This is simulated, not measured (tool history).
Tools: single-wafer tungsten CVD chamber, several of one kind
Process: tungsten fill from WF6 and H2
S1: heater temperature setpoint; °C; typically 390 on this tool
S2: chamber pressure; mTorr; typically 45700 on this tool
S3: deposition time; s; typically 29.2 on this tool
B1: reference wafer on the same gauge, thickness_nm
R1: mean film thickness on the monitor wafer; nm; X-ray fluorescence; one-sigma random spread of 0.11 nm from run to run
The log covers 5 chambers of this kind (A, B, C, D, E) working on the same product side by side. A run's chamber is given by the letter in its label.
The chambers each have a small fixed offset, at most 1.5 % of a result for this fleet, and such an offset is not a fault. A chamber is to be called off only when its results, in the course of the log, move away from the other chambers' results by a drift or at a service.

run 1C day=0.471 | S1=390 S2=45700 S3=29.2 | B1=73.612 | R1=85.846
run 2E day=0.833 | S1=390 S2=45700 S3=29.2 | B1=73.62 | R1=84.532
run 3A day=1.233 | S1=390 S2=45700 S3=29.2 | B1=73.639 | R1=86.359
run 4D day=1.633 | S1=390 S2=45700 S3=29.2 | B1=73.658 | R1=85.63
run 5B day=2.029 | S1=390 S2=34900 S3=31.5 | B1=73.648 | R1=81.53
-- day=2.142 chamber A: capacitance manometer re-zeroed and calibrated
run 6E day=2.346 | S1=390 S2=34900 S3=31.5 | B1=73.674 | R1=80.952
run 7A day=2.779 | S1=390 S2=34900 S3=31.5 | B1=73.666 | R1=82.908
run 8B day=3.133 | S1=390 S2=34900 S3=31.5 | B1=73.676 | R1=81.627
run 9D day=3.646 | S1=390 S2=34900 S3=31.5 | B1=73.692 | R1=81.688
run 10C day=3.946 | S1=390 S2=45700 S3=29.2 | B1=73.692 | R1=85.992
run 11E day=4.383 | S1=390 S2=45700 S3=29.2 | B1=73.73 | R1=84.764
run 12B day=4.629 | S1=390 S2=45700 S3=29.2 | B1=73.707 | R1=85.694
run 13A day=5.046 | S1=390 S2=45700 S3=29.2 | B1=73.725 | R1=86.56
run 14C day=5.45 | S1=390 S2=45700 S3=29.2 | B1=73.728 | R1=85.986
run 15D day=5.683 | S1=390 S2=45700 S3=29.2 | B1=73.738 | R1=85.648
run 16D day=5.962 | S1=390 S2=45700 S3=29.2 | B1=73.761 | R1=85.877
run 17C day=6.446 | S1=390 S2=45700 S3=29.2 | B1=73.765 | R1=86.117
run 18E day=6.796 | S1=390 S2=45700 S3=23.9 | B1=73.776 | R1=69.374
run 19B day=7.196 | S1=390 S2=45700 S3=23.9 | B1=73.771 | R1=70.143
run 20A day=7.55 | S1=390 S2=45700 S3=23.9 | B1=73.758 | R1=71.036
-- day=7.733 chamber C: thermocouple changed; heater temperature recalibrated
run 21E day=8.062 | S1=390 S2=45700 S3=23.9 | B1=73.782 | R1=69.248
run 22B day=8.396 | S1=390 S2=45700 S3=23.9 | B1=73.803 | R1=70.269
-- day=8.579 chamber A: thermocouple changed; heater temperature recalibrated
run 23C day=8.796 | S1=390 S2=45700 S3=29.2 | B1=73.804 | R1=86.088
run 24A day=9.142 | S1=390 S2=45700 S3=29.2 | B1=73.823 | R1=86.942
run 25D day=9.388 | S1=390 S2=45700 S3=29.2 | B1=73.833 | R1=85.995
run 26E day=9.871 | S1=390 S2=45700 S3=29.2 | B1=73.83 | R1=84.672
run 27D day=10.242 | S1=390 S2=45700 S3=29.2 | B1=73.851 | R1=85.862
run 28A day=10.679 | S1=390 S2=45700 S3=29.2 | B1=73.869 | R1=86.659
run 29C day=11.112 | S1=390 S2=45700 S3=29.2 | B1=73.853 | R1=86.042
run 30B day=11.412 | S1=390 S2=45700 S3=29.2 | B1=73.873 | R1=86.141
run 31C day=11.812 | S1=390 S2=45700 S3=29.2 | B1=73.907 | R1=86.181
run 32E day=12.046 | S1=390 S2=45700 S3=34.8 | B1=73.879 | R1=101.21
run 33D day=12.325 | S1=390 S2=45700 S3=34.8 | B1=73.878 | R1=102.44
run 34A day=12.667 | S1=390 S2=45700 S3=34.8 | B1=73.897 | R1=103.66
run 35B day=13.008 | S1=390 S2=45700 S3=34.8 | B1=73.902 | R1=102.33
run 36B day=13.367 | S1=390 S2=45700 S3=34.8 | B1=73.927 | R1=102.69
-- day=13.412 chamber E: capacitance manometer re-zeroed and calibrated
run 37D day=13.692 | S1=390 S2=45700 S3=29.2 | B1=73.909 | R1=86.153
run 38C day=14.088 | S1=390 S2=45700 S3=29.2 | B1=73.935 | R1=86.207
run 39A day=14.512 | S1=390 S2=45700 S3=29.2 | B1=73.946 | R1=86.879
run 40E day=14.838 | S1=390 S2=45700 S3=29.2 | B1=73.969 | R1=85.099
run 41E day=15.108 | S1=390 S2=45700 S3=29.2 | B1=73.942 | R1=85.029
run 42B day=15.458 | S1=390 S2=45700 S3=29.2 | B1=73.973 | R1=86.085

All chambers now run identical settings, listed one chamber a line with results as question marks. What results will each chamber show?
run 43A day=15.838 | S1=390 S2=45700 S3=29.2 | R1=?
run 43B day=15.838 | S1=390 S2=45700 S3=29.2 | R1=?
run 43C day=15.838 | S1=390 S2=45700 S3=29.2 | R1=?
run 43D day=15.838 | S1=390 S2=45700 S3=29.2 | R1=?
run 43E day=15.838 | S1=390 S2=45700 S3=29.2 | R1=?

run=43A R1=87.017
run=43B R1=86.087
run=43C R1=86.152
run=43D R1=86.109
run=43E R1=85.068
